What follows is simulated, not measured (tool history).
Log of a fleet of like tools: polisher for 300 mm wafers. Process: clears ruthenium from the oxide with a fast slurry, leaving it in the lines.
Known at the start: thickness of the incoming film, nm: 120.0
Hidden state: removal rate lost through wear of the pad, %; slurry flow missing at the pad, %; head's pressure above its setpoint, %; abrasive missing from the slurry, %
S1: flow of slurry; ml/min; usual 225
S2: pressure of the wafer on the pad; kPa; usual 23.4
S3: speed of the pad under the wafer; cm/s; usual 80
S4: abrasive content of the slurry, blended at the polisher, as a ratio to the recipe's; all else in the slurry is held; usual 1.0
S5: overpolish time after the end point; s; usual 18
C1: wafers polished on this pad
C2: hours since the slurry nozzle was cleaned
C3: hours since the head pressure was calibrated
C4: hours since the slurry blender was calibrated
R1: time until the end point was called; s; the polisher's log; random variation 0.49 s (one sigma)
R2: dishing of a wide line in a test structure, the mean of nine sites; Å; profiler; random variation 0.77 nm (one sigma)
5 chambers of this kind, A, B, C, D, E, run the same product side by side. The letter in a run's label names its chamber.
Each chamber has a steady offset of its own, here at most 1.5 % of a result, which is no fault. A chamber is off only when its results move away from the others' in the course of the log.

{"hour": 1.6, "done": "chamber D: worn pad replaced by a new one"}
{"run": "1B", "hour": 6.5, "S1": 225, "S2": 23.4, "S3": 80, "S4": 1.0, "S5": 18, "C1": 136, "C2": 512.6, "C3": 341.1, "C4": 148.5, "R1": 25.351, "R2": 655.43}
{"run": "2E", "hour": 12.5, "S1": 225, "S2": 23.4, "S3": 80, "S4": 1.0, "S5": 18, "C1": 214, "C2": 316.1, "C3": 256.1, "C4": 101.1, "R1": 25.726, "R2": 658.91}
{"run": "3D", "hour": 16.2, "S1": 225, "S2": 23.4, "S3": 80, "S4": 1.0, "S5": 18, "C1": 147, "C2": 271.8, "C3": 904.7, "C4": 55.3, "R1": 24.814, "R2": 661.16}
{"run": "4A", "hour": 22.5, "S1": 225, "S2": 23.4, "S3": 80, "S4": 1.0, "S5": 18, "C1": 302, "C2": 396.8, "C3": 358.6, "C4": 78.1, "R1": 26.586, "R2": 653.49}
{"hour": 23.1, "done": "chamber C: head pressure recalibrated"}
{"run": "5C", "hour": 26.0, "S1": 225, "S2": 23.4, "S3": 80, "S4": 1.0, "S5": 18, "C1": 520, "C2": 680.5, "C3": 3.0, "C4": 182.8, "R1": 26.422, "R2": 664.47}
{"hour": 28.6, "done": "chamber B: slurry blender recalibrated"}
{"run": "6D", "hour": 29.1, "S1": 225, "S2": 26.2, "S3": 80, "S4": 1.0, "S5": 18, "C1": 277, "C2": 284.7, "C3": 917.6, "C4": 68.2, "R1": 22.657, "R2": 723.1}
{"run": "7B", "hour": 34.7, "S1": 225, "S2": 26.2, "S3": 80, "S4": 1.0, "S5": 18, "C1": 420, "C2": 540.8, "C3": 369.3, "C4": 6.2, "R1": 23.188, "R2": 718.59}
{"run": "8E", "hour": 38.2, "S1": 225, "S2": 26.2, "S3": 80, "S4": 1.0, "S5": 18, "C1": 473, "C2": 341.8, "C3": 281.8, "C4": 126.8, "R1": 23.692, "R2": 724.3}
{"run": "9A", "hour": 43.8, "S1": 225, "S2": 26.2, "S3": 80, "S4": 1.0, "S5": 18, "C1": 516, "C2": 418.1, "C3": 379.9, "C4": 99.4, "R1": 22.764, "R2": 739.4}
{"hour": 46.4, "done": "chamber E: worn pad replaced by a new one"}
{"run": "10C", "hour": 50.3, "S1": 225, "S2": 26.2, "S3": 80, "S4": 1.0, "S5": 18, "C1": 764, "C2": 704.8, "C3": 27.3, "C4": 207.1, "R1": 23.138, "R2": 716.87}
{"hour": 53.2, "done": "chamber A: worn pad replaced by a new one"}
{"run": "11C", "hour": 54.1, "S1": 225, "S2": 23.4, "S3": 80, "S4": 1.0, "S5": 18, "C1": 803, "C2": 708.6, "C3": 31.1, "C4": 210.9, "R1": 26.076, "R2": 658.89}
{"run": "12B", "hour": 58.5, "S1": 225, "S2": 23.4, "S3": 80, "S4": 1.0, "S5": 23, "C1": 659, "C2": 564.6, "C3": 393.1, "C4": 30.0, "R1": 25.87, "R2": 791.17}
{"hour": 58.9, "done": "chamber A: slurry blender recalibrated"}
{"hour": 61.7, "done": "chamber B: slurry nozzle cleaned"}
{"run": "13D", "hour": 63.0, "S1": 225, "S2": 23.4, "S3": 80, "S4": 1.0, "S5": 23, "C1": 618, "C2": 318.6, "C3": 951.5, "C4": 102.1, "R1": 26.79, "R2": 781.72}
{"run": "14A", "hour": 66.5, "S1": 225, "S2": 23.4, "S3": 80, "S4": 1.0, "S5": 23, "C1": 134, "C2": 440.8, "C3": 402.6, "C4": 7.7, "R1": 25.325, "R2": 831.12}
{"run": "15E", "hour": 72.2, "S1": 225, "S2": 23.4, "S3": 80, "S4": 1.0, "S5": 23, "C1": 259, "C2": 375.8, "C3": 315.8, "C4": 160.8, "R1": 26.156, "R2": 803.28}
{"run": "16E", "hour": 76.2, "S1": 225, "S2": 23.4, "S3": 80, "S4": 1.0, "S5": 23, "C1": 300, "C2": 379.8, "C3": 319.8, "C4": 164.8, "R1": 25.494, "R2": 803.95}
{"run": "17D", "hour": 82.7, "S1": 225, "S2": 23.4, "S3": 80, "S4": 1.0, "S5": 18, "C1": 816, "C2": 338.3, "C3": 971.2, "C4": 121.8, "R1": 27.151, "R2": 627.06}
{"run": "18B", "hour": 86.2, "S1": 225, "S2": 23.4, "S3": 80, "S4": 1.0, "S5": 18, "C1": 938, "C2": 24.6, "C3": 420.8, "C4": 57.7, "R1": 26.681, "R2": 663.23}
{"run": "19A", "hour": 91.9, "S1": 225, "S2": 23.4, "S3": 80, "S4": 1.0, "S5": 18, "C1": 389, "C2": 466.2, "C3": 428.0, "C4": 33.1, "R1": 24.922, "R2": 675.79}
{"run": "20C", "hour": 96.5, "S1": 225, "S2": 23.4, "S3": 80, "S4": 0.9, "S5": 18, "C1": 1229, "C2": 751.0, "C3": 73.5, "C4": 253.3, "R1": 26.925, "R2": 623.26}
{"run": "21C", "hour": 101.7, "S1": 225, "S2": 23.4, "S3": 80, "S4": 0.9, "S5": 18, "C1": 1281, "C2": 756.2, "C3": 78.7, "C4": 258.5, "R1": 27.23, "R2": 609.63}
{"hour": 104.6, "done": "chamber A: worn pad replaced by a new one"}
{"run": "22E", "hour": 105.0, "S1": 225, "S2": 23.4, "S3": 80, "S4": 0.9, "S5": 18, "C1": 589, "C2": 408.6, "C3": 348.6, "C4": 193.6, "R1": 27.427, "R2": 626.01}
{"hour": 106.2, "done": "chamber E: worn pad replaced by a new one"}
{"run": "23D", "hour": 110.6, "S1": 225, "S2": 23.4, "S3": 80, "S4": 0.9, "S5": 18, "C1": 1097, "C2": 366.2, "C3": 999.1, "C4": 149.7, "R1": 29.572, "R2": 583.89}
{"hour": 112.8, "done": "chamber B: worn pad replaced by a new one"}
{"hour": 115.3, "done": "chamber C: worn pad replaced by a new one"}
{"run": "24B", "hour": 116.3, "S1": 225, "S2": 23.4, "S3": 80, "S4": 0.9, "S5": 18, "C1": 35, "C2": 54.7, "C3": 450.9, "C4": 87.8, "R1": 28.033, "R2": 634.41}
{"run": "25A", "hour": 120.7, "S1": 225, "S2": 23.4, "S3": 80, "S4": 1.2, "S5": 18, "C1": 162, "C2": 495.0, "C3": 456.8, "C4": 61.9, "R1": 23.457, "R2": 721.89}
{"run": "26E", "hour": 124.7, "S1": 225, "S2": 23.4, "S3": 80, "S4": 1.2, "S5": 18, "C1": 186, "C2": 428.3, "C3": 368.3, "C4": 213.3, "R1": 24.39, "R2": 703.91}
{"hour": 126.8, "done": "chamber C: slurry nozzle cleaned"}
{"hour": 126.9, "done": "chamber D: slurry nozzle cleaned"}
{"run": "27A", "hour": 130.7, "S1": 225, "S2": 23.4, "S3": 80, "S4": 1.2, "S5": 18, "C1": 263, "C2": 505.0, "C3": 466.8, "C4": 71.9, "R1": 24.1, "R2": 717.47}
{"run": "28D", "hour": 134.2, "S1": 225, "S2": 23.4, "S3": 80, "S4": 1.2, "S5": 18, "C1": 1334, "C2": 7.3, "C3": 1022.7, "C4": 173.3, "R1": 26.166, "R2": 642.83}
{"run": "29B", "hour": 139.1, "S1": 225, "S2": 23.4, "S3": 80, "S4": 1.2, "S5": 18, "C1": 265, "C2": 77.5, "C3": 473.7, "C4": 110.6, "R1": 24.112, "R2": 716.22}
{"run": "30C", "hour": 142.8, "S1": 225, "S2": 23.4, "S3": 80, "S4": 1.0, "S5": 18, "C1": 277, "C2": 16.1, "C3": 119.8, "C4": 299.6, "R1": 25.901, "R2": 662.77}
{"run": "31B", "hour": 148.5, "S1": 225, "S2": 23.4, "S3": 80, "S4": 1.0, "S5": 18, "C1": 359, "C2": 86.9, "C3": 483.1, "C4": 120.0, "R1": 25.415, "R2": 648.54}
{"run": "32D", "hour": 151.6, "S1": 225, "S2": 23.4, "S3": 80, "S4": 1.0, "S5": 18, "C1": 1509, "C2": 24.7, "C3": 1040.1, "C4": 190.7, "R1": 29.921, "R2": 574.6}
{"run": "33E", "hour": 156.9, "S1": 225, "S2": 23.4, "S3": 80, "S4": 1.0, "S5": 18, "C1": 510, "C2": 460.5, "C3": 400.5, "C4": 245.5, "R1": 26.033, "R2": 653.8}

Is one chamber off against the others, does the gauge drift, or is nothing wrong? If a chamber is off, say which, and what the likeliest cause is.

Chamber D drifts away from the others.
Cause: abrasive missing from the slurry, % = 28.3.

Here are 4 candidates for chamber D's next run, each the usual settings with a change, their results left as question marks. Which one brings its results back in line with what the others give on the usual settings?
In line means no further than this from the other chambers' mean on the usual settings: R1 1.700 s; R2 27.00 Å
{"run": "34D-1", "hour": 161.6, "S1": 225, "S2": 24.1, "S3": 82, "S4": 1.0, "S5": 18, "R1": "?", "R2": "?"}
{"run": "34D-2", "hour": 161.6, "S1": 225, "S2": 22.8, "S3": 78, "S4": 1.0, "S5": 18, "R1": "?", "R2": "?"}
{"run": "34D-3", "hour": 161.6, "S1": 225, "S2": 22.1, "S3": 74, "S4": 0.95, "S5": 18, "R1": "?", "R2": "?"}
{"run": "34D-4", "hour": 161.6, "S1": 225, "S2": 24.8, "S3": 86, "S4": 1.05, "S5": 18, "R1": "?", "R2": "?"}

The other chambers' mean on the usual settings: R1 25.642 s; R2 658.68 Å
run=34D-1 R1=28.527 R2=608.59
run=34D-2 R1=31.768 R2=554.02
run=34D-3 R1=35.475 R2=502.44
run=34D-4 R1=25.788 R2=663.76
34D-4 brings the chamber back in line.

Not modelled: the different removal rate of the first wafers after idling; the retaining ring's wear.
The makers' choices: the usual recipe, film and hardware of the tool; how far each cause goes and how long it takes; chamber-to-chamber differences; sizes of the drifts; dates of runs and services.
